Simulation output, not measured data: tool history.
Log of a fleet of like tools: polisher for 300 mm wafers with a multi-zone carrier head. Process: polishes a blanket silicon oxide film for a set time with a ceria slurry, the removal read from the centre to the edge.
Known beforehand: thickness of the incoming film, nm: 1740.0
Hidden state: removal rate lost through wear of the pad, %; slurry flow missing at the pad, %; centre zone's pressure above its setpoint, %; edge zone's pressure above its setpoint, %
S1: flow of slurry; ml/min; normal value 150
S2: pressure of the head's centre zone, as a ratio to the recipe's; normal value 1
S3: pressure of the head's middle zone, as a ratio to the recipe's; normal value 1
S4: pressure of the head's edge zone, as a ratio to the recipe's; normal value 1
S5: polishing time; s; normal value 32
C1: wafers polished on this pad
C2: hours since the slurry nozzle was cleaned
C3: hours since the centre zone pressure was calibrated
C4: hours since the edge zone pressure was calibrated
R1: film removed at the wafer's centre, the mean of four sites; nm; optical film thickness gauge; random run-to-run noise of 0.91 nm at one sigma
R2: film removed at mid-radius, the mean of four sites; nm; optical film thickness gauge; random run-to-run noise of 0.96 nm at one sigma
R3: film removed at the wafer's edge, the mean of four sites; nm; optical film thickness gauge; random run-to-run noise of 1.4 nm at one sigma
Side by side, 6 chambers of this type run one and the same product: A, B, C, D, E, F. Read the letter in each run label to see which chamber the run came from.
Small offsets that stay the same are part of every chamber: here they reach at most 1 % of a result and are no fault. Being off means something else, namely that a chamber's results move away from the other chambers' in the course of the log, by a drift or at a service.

run 1A hour=11.5 | S1=150 S2=1 S3=1 S4=1 S5=32 | C1=277 C2=153.9 C3=334.8 C4=731.5 | R1=100.46 R2=100.25 R3=100.98
-- hour=14.6 chamber C: worn pad replaced by a new one
run 2E hour=16.8 | S1=150 S2=1 S3=1 S4=1 S5=32 | C1=726 C2=705.3 C3=1033 C4=187.8 | R1=100.08 R2=99.325 R3=97.873
-- hour=18.6 chamber B: edge zone pressure recalibrated
-- hour=20.3 chamber B: worn pad replaced by a new one
run 3D hour=26.5 | S1=150 S2=1 S3=1 S4=1 S5=32 | C1=807 C2=441.4 C3=1135.3 C4=1106.6 | R1=100.81 R2=98.288 R3=104.17
-- hour=26.8 chamber D: worn pad replaced by a new one
run 4F hour=38.5 | S1=150 S2=1 S3=1 S4=1 S5=32 | C1=308 C2=139.9 C3=263.5 C4=274.3 | R1=102.14 R2=98.173 R3=100.97
run 5C hour=46 | S1=170 S2=1 S3=0.89 S4=1 S5=32 | C1=230 C2=342.8 C3=701.8 C4=362.4 | R1=101.72 R2=91.699 R3=102.84
run 6B hour=57.3 | S1=170 S2=1 S3=0.89 S4=1 S5=32 | C1=271 C2=207.4 C3=989.3 C4=38.8 | R1=102.58 R2=92.875 R3=101.17
-- hour=57.6 chamber A: worn pad replaced by a new one
run 7F hour=64.4 | S1=170 S2=1 S3=0.89 S4=1 S5=32 | C1=498 C2=165.8 C3=289.4 C4=300.2 | R1=102.92 R2=90.357 R3=102.1
run 8A hour=74.9 | S1=170 S2=1 S3=0.89 S4=1 S5=32 | C1=126 C2=217.3 C3=398.2 C4=794.9 | R1=100.64 R2=92.594 R3=103.62
-- hour=80.5 chamber C: centre zone pressure recalibrated
run 9E hour=82.7 | S1=170 S2=1 S3=0.89 S4=1 S5=32 | C1=1209 C2=771.2 C3=1098.9 C4=253.7 | R1=101.95 R2=91.62 R3=102.49
-- hour=83.6 chamber E: worn pad replaced by a new one
run 10C hour=88.5 | S1=170 S2=1 S3=0.89 S4=1 S5=32 | C1=542 C2=385.3 C3=8.1 C4=404.9 | R1=101.46 R2=91.61 R3=100.98
-- hour=93.1 chamber C: worn pad replaced by a new one
run 11D hour=94.1 | S1=150 S2=1 S3=1 S4=1 S5=32 | C1=493 C2=509 C3=1202.9 C4=1174.2 | R1=101.64 R2=101.28 R3=101.26
-- hour=97.2 chamber E: slurry nozzle cleaned
run 12B hour=101.4 | S1=150 S2=1.05 S3=1 S4=1 S5=32 | C1=594 C2=251.5 C3=1033.4 C4=82.9 | R1=104.34 R2=100.38 R3=100.21
-- hour=112.7 chamber E: centre zone pressure recalibrated
run 13F hour=112.8 | S1=150 S2=1.05 S3=1 S4=1 S5=32 | C1=853 C2=214.2 C3=337.8 C4=348.6 | R1=104.79 R2=98.922 R3=101.62
-- hour=116 chamber F: worn pad replaced by a new one
run 14A hour=124 | S1=150 S2=1.05 S3=1 S4=1 S5=32 | C1=486 C2=266.4 C3=447.3 C4=844 | R1=105.61 R2=100.76 R3=99.246
-- hour=125.4 chamber A: slurry nozzle cleaned
-- hour=127.7 chamber D: worn pad replaced by a new one
-- hour=127.7 chamber F: centre zone pressure recalibrated
run 15D hour=129.9 | S1=150 S2=1.05 S3=1 S4=1 S5=32 | C1=16 C2=544.8 C3=1238.7 C4=1210 | R1=107.78 R2=99.748 R3=101.46
run 16C hour=135.7 | S1=150 S2=1.05 S3=1 S4=1 S5=32 | C1=312 C2=432.5 C3=55.3 C4=452.1 | R1=103.19 R2=99.833 R3=100.77
-- hour=137.4 chamber A: worn pad replaced by a new one
run 17B hour=143.3 | S1=150 S2=1.05 S3=1 S4=1 S5=32 | C1=901 C2=293.4 C3=1075.3 C4=124.8 | R1=106.44 R2=99.245 R3=100.43
run 18E hour=149.3 | S1=150 S2=1 S3=1 S4=1 S5=32 | C1=481 C2=52.2 C3=36.7 C4=320.3 | R1=99.014 R2=99.887 R3=100.22
run 19E hour=155.4 | S1=150 S2=1 S3=1 S4=1 S5=32 | C1=526 C2=58.3 C3=42.8 C4=326.4 | R1=101.47 R2=98.601 R3=100.51
-- hour=164.4 chamber A: edge zone pressure recalibrated
run 20C hour=165.1 | S1=150 S2=1.06 S3=1 S4=1 S5=36 | C1=527 C2=461.9 C3=84.7 C4=481.5 | R1=117.4 R2=112.51 R3=113.19
-- hour=172 chamber D: edge zone pressure recalibrated
run 21B hour=173.1 | S1=150 S2=1.06 S3=1 S4=1 S5=36 | C1=1119 C2=323.2 C3=1105.1 C4=154.6 | R1=120.43 R2=111.66 R3=108.3
-- hour=178.8 chamber C: worn pad replaced by a new one
run 22A hour=184.9 | S1=150 S2=1.06 S3=1 S4=1 S5=36 | C1=348 C2=59.6 C3=508.2 C4=20.6 | R1=120.17 R2=110.81 R3=110.66
-- hour=190.9 chamber B: worn pad replaced by a new one
run 23D hour=191.5 | S1=150 S2=1.06 S3=1 S4=1 S5=36 | C1=467 C2=606.4 C3=1300.3 C4=19.6 | R1=120.01 R2=111.52 R3=112.97
run 24F hour=202.7 | S1=150 S2=1.06 S3=1 S4=1 S5=36 | C1=635 C2=304.1 C3=75 C4=438.5 | R1=130.5 R2=112.82 R3=109.97
run 25B hour=209 | S1=150 S2=1.06 S3=1 S4=1 S5=36 | C1=133 C2=359.1 C3=1141 C4=190.5 | R1=119.78 R2=112.31 R3=113.58
run 26F hour=214.9 | S1=150 S2=1 S3=1 S4=1 S5=32 | C1=725 C2=316.3 C3=87.2 C4=450.7 | R1=108.17 R2=101.08 R3=101.39
-- hour=222.1 chamber A: worn pad replaced by a new one
run 27C hour=226 | S1=150 S2=1 S3=1 S4=1 S5=32 | C1=346 C2=522.8 C3=145.6 C4=542.4 | R1=99.857 R2=99.488 R3=102.19
run 28E hour=235.3 | S1=150 S2=1 S3=1 S4=1 S5=32 | C1=1111 C2=138.2 C3=122.7 C4=406.3 | R1=100.13 R2=100.33 R3=99.426
run 29D hour=246.9 | S1=150 S2=1 S3=1 S4=1 S5=32 | C1=873 C2=661.8 C3=1355.7 C4=75 | R1=100.67 R2=101.01 R3=100.95
-- hour=247.5 chamber D: worn pad replaced by a new one
-- hour=254 chamber C: worn pad replaced by a new one
run 30A hour=258.5 | S1=115 S2=1 S3=1 S4=1 S5=32 | C1=267 C2=133.2 C3=581.8 C4=94.2 | R1=92.589 R2=94.52 R3=95.787
-- hour=268.4 chamber F: worn pad replaced by a new one
run 31F hour=269.7 | S1=115 S2=1 S3=1 S4=1 S5=32 | C1=9 C2=371.1 C3=142 C4=505.5 | R1=99.21 R2=93.084 R3=95.338
run 32E hour=275.8 | S1=115 S2=1 S3=1 S4=1 S5=32 | C1=1408 C2=178.7 C3=163.2 C4=446.8 | R1=94.699 R2=95.699 R3=94.827
-- hour=278.4 chamber E: worn pad replaced by a new one
run 33A hour=281.4 | S1=115 S2=1 S3=1 S4=1 S5=32 | C1=434 C2=156.1 C3=604.7 C4=117.1 | R1=93.693 R2=93.131 R3=96.543
run 34B hour=288.8 | S1=115 S2=1 S3=1 S4=1 S5=32 | C1=718 C2=438.9 C3=1220.8 C4=270.3 | R1=91.737 R2=93.711 R3=95.01
run 35D hour=298.7 | S1=115 S2=1 S3=1 S4=1 S5=32 | C1=375 C2=713.6 C3=1407.5 C4=126.8 | R1=93.659 R2=92.696 R3=94.646
run 36C hour=306.7 | S1=150 S2=1 S3=1 S4=1 S5=32 | C1=386 C2=603.5 C3=226.3 C4=623.1 | R1=99.186 R2=97.803 R3=101.97
-- hour=312.4 chamber A: worn pad replaced by a new one
run 37C hour=312.7 | S1=150 S2=1 S3=1 S4=1 S5=32 | C1=430 C2=609.5 C3=232.3 C4=629.1 | R1=99.269 R2=99.328 R3=96.905
run 38A hour=321 | S1=150 S2=1 S3=1 S4=1 S5=32 | C1=63 C2=195.7 C3=644.3 C4=156.7 | R1=98.682 R2=98.811 R3=100.22
run 39E hour=327.2 | S1=150 S2=1.09 S3=1 S4=0.9 S5=32 | C1=358 C2=230.1 C3=214.6 C4=498.2 | R1=109.66 R2=98.864 R3=95.175

One chamber off, gauge drift, or nothing amiss beyond the chambers' own small offsets? If it is a chamber, which one, and what is the likeliest cause?

The work done on chamber F during a service left it standing apart from the others.
Most likely cause: centre zone's pressure above its setpoint, % = 7.31.

Here are 4 candidates for chamber F's next run, each the usual settings with a change, their results left as question marks. Which one brings its results back in line with what the others give on the usual settings?
A result is in line if it is within this distance of the other chambers' mean on the usual settings: R1 3.2 nm; R2 3.4 nm; R3 4.8 nm
run 40F-1 hour=335.8 | S1=160 S2=1.13 S3=0.98 S4=0.95 S5=32 | R1=? R2=? R3=?
run 40F-2 hour=335.8 | S1=155 S2=1.06 S3=0.99 S4=0.98 S5=32 | R1=? R2=? R3=?
run 40F-3 hour=335.8 | S1=140 S2=0.88 S3=1.02 S4=1.05 S5=32 | R1=? R2=? R3=?
run 40F-4 hour=335.8 | S1=145 S2=0.94 S3=1.01 S4=1.02 S5=32 | R1=? R2=? R3=?

The other chambers' mean on the usual settings: R1 99.907 nm; R2 99.789 nm; R3 100.04 nm
run=40F-1 R1=125.05 R2=99.666 R3=98.586
run=40F-2 R1=115.83 R2=100.04 R3=99.75
run=40F-3 R1=92.137 R2=100.85 R3=101.94
run=40F-4 R1=99.976 R2=100.63 R3=100.9
The answer is 40F-4, which returns the chamber to within the allowed miss of the others.

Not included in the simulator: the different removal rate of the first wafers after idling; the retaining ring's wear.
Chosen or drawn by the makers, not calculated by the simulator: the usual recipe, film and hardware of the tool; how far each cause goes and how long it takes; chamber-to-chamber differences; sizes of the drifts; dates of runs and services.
